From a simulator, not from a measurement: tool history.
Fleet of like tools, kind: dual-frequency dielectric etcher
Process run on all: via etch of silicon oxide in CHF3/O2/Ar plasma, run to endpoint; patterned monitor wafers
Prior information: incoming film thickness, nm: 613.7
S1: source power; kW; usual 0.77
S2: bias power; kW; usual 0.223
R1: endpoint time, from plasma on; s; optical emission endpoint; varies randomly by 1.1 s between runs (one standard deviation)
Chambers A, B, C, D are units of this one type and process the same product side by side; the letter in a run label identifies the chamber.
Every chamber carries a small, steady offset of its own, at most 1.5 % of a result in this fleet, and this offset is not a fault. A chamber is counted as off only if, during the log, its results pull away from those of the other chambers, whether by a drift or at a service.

run,hour,S1,S2,R1
1A,3.7,0.77,0.223,264.58
2C,8.7,0.77,0.223,266.82
3D,12.1,0.77,0.223,263.41
4B,16.1,0.77,0.223,263.07
5A,20,0.77,0.223,262.89
6D,23.1,0.77,0.223,262.3
# hour 25.8: chamber A: wet clean of the chamber
7C,28,0.77,0.223,266.81
8B,31.1,0.77,0.223,262.89
9C,35.3,0.94,0.223,246.19
10D,38.5,0.94,0.223,244.08
11B,43,0.94,0.223,243.23
12A,47,0.94,0.223,244.18
13B,52.2,0.86,0.265,237.2
14D,57.2,0.86,0.265,235.68
15C,61.9,0.86,0.265,240.63
# hour 63: chamber D: wet clean of the chamber
16A,66.8,0.86,0.265,236.77
# hour 70.8: chamber C: bias power generator calibrated
17D,71.6,0.77,0.223,249.82
18B,74.1,0.77,0.26,248.26
19A,78.5,0.77,0.26,247.68
20C,80.9,0.77,0.26,251.41
21D,85.6,0.77,0.26,237.26
22A,88.7,0.59,0.2,301.71
23B,92.7,0.59,0.2,303.27
24C,95.1,0.59,0.2,305.66
25A,99.4,0.59,0.2,302.72
26C,103.2,0.77,0.223,266.83
27D,106,0.77,0.223,250.51
28B,109.3,0.77,0.223,263.63
29B,113.4,0.77,0.223,264.05
30A,115.9,0.77,0.223,262.5
31D,119.7,0.77,0.223,252.5
32C,124,0.77,0.223,267.6
33C,127.7,0.77,0.223,267.73
34D,132.1,0.77,0.223,252.52
35B,134.9,0.77,0.223,261.62
36A,137.6,0.77,0.223,262.48

All 4 chambers run these settings next. Forecast each chamber's results:
37A,141.5,0.77,0.26,?
37B,141.5,0.77,0.26,?
37C,141.5,0.77,0.26,?
37D,141.5,0.77,0.26,?

run,R1
37A,248.67
37B,248.54
37C,251.91
37D,239.09
